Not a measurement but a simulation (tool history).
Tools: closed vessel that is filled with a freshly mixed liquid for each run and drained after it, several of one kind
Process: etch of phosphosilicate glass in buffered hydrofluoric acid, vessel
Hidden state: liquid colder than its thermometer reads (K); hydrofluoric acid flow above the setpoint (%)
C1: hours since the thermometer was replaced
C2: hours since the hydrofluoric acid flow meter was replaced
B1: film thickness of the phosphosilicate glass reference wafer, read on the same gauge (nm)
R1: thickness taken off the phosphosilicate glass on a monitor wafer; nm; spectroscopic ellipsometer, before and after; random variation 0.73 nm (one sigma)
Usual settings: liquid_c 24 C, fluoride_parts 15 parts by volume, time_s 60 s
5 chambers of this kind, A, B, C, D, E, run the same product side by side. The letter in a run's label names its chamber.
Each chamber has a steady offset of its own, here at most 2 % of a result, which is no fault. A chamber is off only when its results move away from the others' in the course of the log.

Run 1B, hour 9: usual settings; C1 132.1; C2 445; B1 140.01. Result: R1 181.39 nm.
Run 2A, hour 20.4: usual settings; C1 32.6; C2 968.7; B1 140. Result: R1 179.03 nm.
Run 3E, hour 27.8: usual settings; C1 255.5; C2 930.8; B1 140.01. Result: R1 182.11 nm.
Run 4C, hour 38.7: usual settings; C1 2271.9; C2 332.2; B1 139.99. Result: R1 181.11 nm.
Run 5D, hour 44.6: usual settings; C1 130.5; C2 924.6; B1 140. Result: R1 181.02 nm.
Run 6B, hour 50.8: usual settings; C1 173.9; C2 486.8; B1 139.96. Result: R1 182.15 nm.
Run 7E, hour 60.1: usual settings; C1 287.8; C2 963.1; B1 139.97. Result: R1 181.6 nm.
Run 8A, hour 71.3: usual settings but fluoride_parts 10 parts by volume; C1 83.5; C2 1019.6; B1 140.03. Result: R1 267.61 nm.
Run 9D, hour 79: usual settings but fluoride_parts 10 parts by volume; C1 164.9; C2 959; B1 140. Result: R1 267.96 nm.
Run 10C, hour 85.8: usual settings but fluoride_parts 10 parts by volume; C1 2319; C2 379.3; B1 139.99. Result: R1 267.07 nm.
Run 11D, hour 95.8: usual settings but fluoride_parts 10 parts by volume; C1 181.7; C2 975.8; B1 139.97. Result: R1 267.69 nm.
Run 12E, hour 106.8: usual settings but fluoride_parts 10 parts by volume; C1 334.5; C2 1009.8; B1 140. Result: R1 271.32 nm.
Run 13C, hour 118.8: usual settings; C1 2352; C2 412.3; B1 140.01. Result: R1 180.54 nm.
Run 14B, hour 130.1: usual settings; C1 253.2; C2 566.1; B1 140.03. Result: R1 181.36 nm.
At hour 134.4: chamber C: hydrofluoric acid flow meter replaced.
Run 15A, hour 136.2: usual settings; C1 148.4; C2 1084.5; B1 139.99. Result: R1 180.37 nm.
Run 16D, hour 145.5: usual settings; C1 231.4; C2 1025.5; B1 140.02. Result: R1 181.83 nm.
Run 17B, hour 152.6: usual settings; C1 275.7; C2 588.6; B1 140.04. Result: R1 182.38 nm.
Run 18E, hour 164.1: usual settings; C1 391.8; C2 1067.1; B1 140.04. Result: R1 181.08 nm.
Run 19C, hour 176.5: usual settings; C1 2409.7; C2 42.1; B1 140. Result: R1 180.88 nm.
Run 20A, hour 188.2: usual settings; C1 200.4; C2 1136.5; B1 139.98. Result: R1 182.3 nm.
Run 21D, hour 196.4: usual settings but liquid_c 26.5 C, time_s 45 s; C1 282.3; C2 1076.4; B1 140.03. Result: R1 155.88 nm.
Run 22B, hour 207.7: usual settings but liquid_c 26.5 C, time_s 45 s; C1 330.8; C2 643.7; B1 139.97. Result: R1 154.95 nm.
Run 23E, hour 214.7: usual settings but liquid_c 26.5 C, time_s 45 s; C1 442.4; C2 1117.7; B1 139.97. Result: R1 154.87 nm.
Run 24A, hour 221.1: usual settings but liquid_c 26.5 C, time_s 45 s; C1 233.3; C2 1169.4; B1 139.99. Result: R1 156.53 nm.
Run 25C, hour 230.4: usual settings but liquid_c 26.5 C, time_s 45 s; C1 2463.6; C2 96; B1 140.03. Result: R1 154.5 nm.
Run 26E, hour 238.7: usual settings; C1 466.4; C2 1141.7; B1 139.95. Result: R1 181.49 nm.
Run 27D, hour 247.2: usual settings but liquid_c 20.5 C, fluoride_parts 19 parts by volume; C1 333.1; C2 1127.2; B1 140.01. Result: R1 117.77 nm.
Run 28A, hour 255.7: usual settings but liquid_c 20.5 C, fluoride_parts 19 parts by volume; C1 267.9; C2 1204; B1 139.94. Result: R1 120.69 nm.
Run 29B, hour 267.5: usual settings but liquid_c 20.5 C, fluoride_parts 19 parts by volume; C1 390.6; C2 703.5; B1 140.03. Result: R1 117.56 nm.
Run 30C, hour 279.1: usual settings but liquid_c 20.5 C, fluoride_parts 19 parts by volume; C1 2512.3; C2 144.7; B1 140.02. Result: R1 117.61 nm.
Run 31A, hour 292: usual settings but liquid_c 20.5 C, fluoride_parts 19 parts by volume; C1 304.2; C2 1240.3; B1 140. Result: R1 122.36 nm.
Run 32C, hour 301.5: usual settings; C1 2534.7; C2 167.1; B1 140. Result: R1 181.48 nm.
Run 33B, hour 310.5: usual settings; C1 433.6; C2 746.5; B1 140.05. Result: R1 180.78 nm.

All 5 chambers run these settings next. Forecast each chamber's results:
Run 34A, hour 319.7: usual settings but fluoride_parts 12 parts by volume. Result: R1 ?.
Run 34B, hour 319.7: usual settings but fluoride_parts 12 parts by volume. Result: R1 ?.
Run 34C, hour 319.7: usual settings but fluoride_parts 12 parts by volume. Result: R1 ?.
Run 34D, hour 319.7: usual settings but fluoride_parts 12 parts by volume. Result: R1 ?.
Run 34E, hour 319.7: usual settings but fluoride_parts 12 parts by volume. Result: R1 ?.

run      R1
34A  233.12
34B  225.52
34C  225.18
34D  224.34
34E  227.95

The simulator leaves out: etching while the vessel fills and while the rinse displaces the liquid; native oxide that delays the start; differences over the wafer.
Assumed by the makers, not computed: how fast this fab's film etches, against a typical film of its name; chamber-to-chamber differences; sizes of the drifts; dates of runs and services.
